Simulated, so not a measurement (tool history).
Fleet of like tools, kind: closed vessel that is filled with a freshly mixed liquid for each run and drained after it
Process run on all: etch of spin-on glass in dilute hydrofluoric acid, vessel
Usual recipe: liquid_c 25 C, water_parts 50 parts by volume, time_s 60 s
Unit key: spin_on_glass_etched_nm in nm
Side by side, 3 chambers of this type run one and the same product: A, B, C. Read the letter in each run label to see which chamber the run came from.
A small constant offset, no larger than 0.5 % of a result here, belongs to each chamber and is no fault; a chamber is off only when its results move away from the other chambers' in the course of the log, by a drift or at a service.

run	hour	liquid_c	water_parts	time_s	read-back film thickness of the spin-on glass reference wafer, read on the same gauge (nm)	spin_on_glass_etched_nm
1A	7.9	25	50	60	89.967	33.682
2B	22.0	25	50	60	89.988	33.475
3C	35.4	25	50	60	90.019	33.555
4B	46.6	25	50	60	90.023	33.517
5A	55.1	25	50	60	90.023	33.654
6C	62.1	25	70	60	90.037	23.119
7B	73.4	25	70	60	90.004	23.503
8C	84.3	25	70	60	90.046	23.379
# hour 87.3: chamber B: thermometer replaced
9A	94.9	25	50	60	90.013	33.578
10B	109.2	25	50	60	90.032	33.730
11C	123.9	25	50	60	90.013	33.899
12A	135.0	25	50	60	89.980	33.432
13B	142.1	25	50	60	89.989	33.552
14A	156.5	25	50	60	90.000	33.488
15C	170.5	25	50	60	89.977	33.652
16A	185.1	25	50	60	90.006	34.193
# hour 191.6: chamber B: hydrofluoric acid flow meter replaced
17C	198.6	29	50	60	89.981	39.897
18B	208.6	29	50	60	90.014	40.143
19A	220.4	29	50	60	90.002	39.350
20C	232.4	25	50	60	89.969	33.559
21B	242.5	25	50	60	90.025	33.966
22B	253.6	25	50	60	90.044	34.019
23A	268.6	25	50	60	90.012	34.050
24C	280.9	25	50	60	90.032	34.181
25B	289.2	25	50	60	90.014	33.670
26A	298.2	25	50	60	89.999	33.892
27C	305.7	25	50	60	89.962	33.380
28B	315.2	25	50	60	89.963	33.260
29C	322.7	25	50	60	90.017	33.725
30A	334.5	25	50	30	89.996	17.108
31A	344.0	25	50	30	90.021	16.879
# hour 349.3: chamber A: thermometer replaced
32B	357.0	25	50	30	89.980	17.073
33C	365.3	25	50	60	90.042	33.625
34C	376.8	25	50	60	90.028	33.789
35B	388.2	21	25	60	90.010	60.375
36A	400.9	21	25	60	90.031	58.911
37A	411.3	21	25	60	90.000	59.480
38B	424.6	25	50	60	89.976	33.523
# hour 432.8: chamber C: hydrofluoric acid flow meter replaced
39C	437.3	25	50	60	90.043	34.191
40C	447.4	25	50	60	89.987	33.903
41A	456.1	25	50	60	90.001	33.632
42B	469.7	25	50	60	90.009	33.716
43B	477.9	25	50	60	90.010	34.004
44A	489.5	25	50	60	90.001	34.301

Does one chamber stand apart from the rest, does the shared gauge drift, or is all well apart from small per-chamber offsets? Give the chamber and the most likely cause, where there is one.

Nothing is wrong: each chamber keeps only its own small, steady offset and the gauge holds still.
